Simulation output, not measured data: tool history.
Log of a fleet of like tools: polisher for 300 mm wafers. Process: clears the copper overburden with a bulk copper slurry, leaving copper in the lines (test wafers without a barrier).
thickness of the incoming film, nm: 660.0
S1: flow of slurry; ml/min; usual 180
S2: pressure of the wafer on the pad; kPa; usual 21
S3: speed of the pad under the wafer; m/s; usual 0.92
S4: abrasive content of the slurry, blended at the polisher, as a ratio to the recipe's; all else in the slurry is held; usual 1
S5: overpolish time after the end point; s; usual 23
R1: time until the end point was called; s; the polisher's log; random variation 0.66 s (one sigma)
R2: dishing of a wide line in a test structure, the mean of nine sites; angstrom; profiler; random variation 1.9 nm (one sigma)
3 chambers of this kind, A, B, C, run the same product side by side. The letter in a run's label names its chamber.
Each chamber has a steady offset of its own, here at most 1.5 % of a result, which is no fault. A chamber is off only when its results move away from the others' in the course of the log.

{"run": "1C", "hour": 3.9, "S1": 180, "S2": 21, "S3": 0.92, "S4": 1, "S5": 23, "R1": 70.472, "R2": 791.87}
{"run": "2B", "hour": 9.1, "S1": 180, "S2": 21, "S3": 0.92, "S4": 1, "S5": 23, "R1": 70.819, "R2": 802.1}
{"run": "3A", "hour": 13.1, "S1": 180, "S2": 21, "S3": 0.92, "S4": 1, "S5": 23, "R1": 70.438, "R2": 798.53}
{"run": "4C", "hour": 19.9, "S1": 180, "S2": 21, "S3": 0.92, "S4": 1, "S5": 23, "R1": 71.743, "R2": 837.86}
{"hour": 23.0, "done": "chamber C: slurry blender recalibrated"}
{"run": "5A", "hour": 26.2, "S1": 180, "S2": 21, "S3": 0.92, "S4": 1, "S5": 23, "R1": 70.666, "R2": 804.45}
{"run": "6B", "hour": 31.8, "S1": 180, "S2": 21, "S3": 0.92, "S4": 1, "S5": 23, "R1": 71.565, "R2": 860.74}
{"run": "7C", "hour": 38.1, "S1": 240, "S2": 21, "S3": 0.78, "S4": 1, "S5": 23, "R1": 81.461, "R2": 752.3}
{"run": "8A", "hour": 41.3, "S1": 240, "S2": 21, "S3": 0.78, "S4": 1, "S5": 23, "R1": 81.298, "R2": 766.13}
{"hour": 43.6, "done": "chamber A: head pressure recalibrated"}
{"run": "9B", "hour": 47.6, "S1": 240, "S2": 21, "S3": 0.78, "S4": 1, "S5": 23, "R1": 81.829, "R2": 743.19}
{"run": "10A", "hour": 51.3, "S1": 180, "S2": 21, "S3": 0.92, "S4": 1, "S5": 23, "R1": 72.216, "R2": 825.99}
{"run": "11B", "hour": 58.6, "S1": 180, "S2": 21, "S3": 0.92, "S4": 1, "S5": 23, "R1": 70.008, "R2": 829.59}
{"run": "12C", "hour": 65.0, "S1": 180, "S2": 21, "S3": 0.92, "S4": 1, "S5": 23, "R1": 72.892, "R2": 783.84}
{"run": "13C", "hour": 69.3, "S1": 180, "S2": 21, "S3": 0.92, "S4": 1, "S5": 23, "R1": 72.164, "R2": 824.18}
{"run": "14A", "hour": 73.1, "S1": 180, "S2": 21, "S3": 0.92, "S4": 1, "S5": 23, "R1": 72.597, "R2": 825.99}
{"hour": 74.2, "done": "chamber A: slurry blender recalibrated"}
{"run": "15B", "hour": 76.5, "S1": 180, "S2": 21, "S3": 0.92, "S4": 1, "S5": 23, "R1": 70.974, "R2": 860.39}
{"run": "16A", "hour": 82.0, "S1": 180, "S2": 21, "S3": 0.92, "S4": 1, "S5": 23, "R1": 69.793, "R2": 763.64}
{"run": "17C", "hour": 85.7, "S1": 180, "S2": 21, "S3": 0.92, "S4": 1, "S5": 23, "R1": 74.3, "R2": 784.93}
{"run": "18B", "hour": 92.1, "S1": 180, "S2": 21, "S3": 0.92, "S4": 1, "S5": 23, "R1": 71.369, "R2": 811.38}
{"run": "19B", "hour": 95.7, "S1": 180, "S2": 21, "S3": 0.92, "S4": 1, "S5": 23, "R1": 68.971, "R2": 844.4}
{"run": "20A", "hour": 100.0, "S1": 180, "S2": 21, "S3": 0.92, "S4": 1, "S5": 23, "R1": 70.904, "R2": 843.95}
{"run": "21C", "hour": 103.9, "S1": 180, "S2": 21, "S3": 0.92, "S4": 1, "S5": 23, "R1": 76.433, "R2": 786.44}
{"run": "22B", "hour": 110.0, "S1": 180, "S2": 21, "S3": 0.92, "S4": 1, "S5": 23, "R1": 70.996, "R2": 833.19}
{"run": "23A", "hour": 116.9, "S1": 180, "S2": 21, "S3": 0.92, "S4": 1, "S5": 23, "R1": 71.933, "R2": 856.97}
{"run": "24C", "hour": 122.7, "S1": 180, "S2": 21, "S3": 0.7, "S4": 1, "S5": 23, "R1": 99.153, "R2": 708.32}
{"run": "25A", "hour": 129.9, "S1": 180, "S2": 21, "S3": 0.7, "S4": 1, "S5": 23, "R1": 94.581, "R2": 716.94}

Next, every chamber runs the same settings. What will each give?
{"run": "26A", "hour": 135.2, "S1": 180, "S2": 21, "S3": 0.92, "S4": 1, "S5": 18, "R1": "?", "R2": "?"}
{"run": "26B", "hour": 135.2, "S1": 180, "S2": 21, "S3": 0.92, "S4": 1, "S5": 18, "R1": "?", "R2": "?"}
{"run": "26C", "hour": 135.2, "S1": 180, "S2": 21, "S3": 0.92, "S4": 1, "S5": 18, "R1": "?", "R2": "?"}

run=26A R1=71.712 R2=731.98
run=26B R1=70.169 R2=755.43
run=26C R1=76.704 R2=684.8
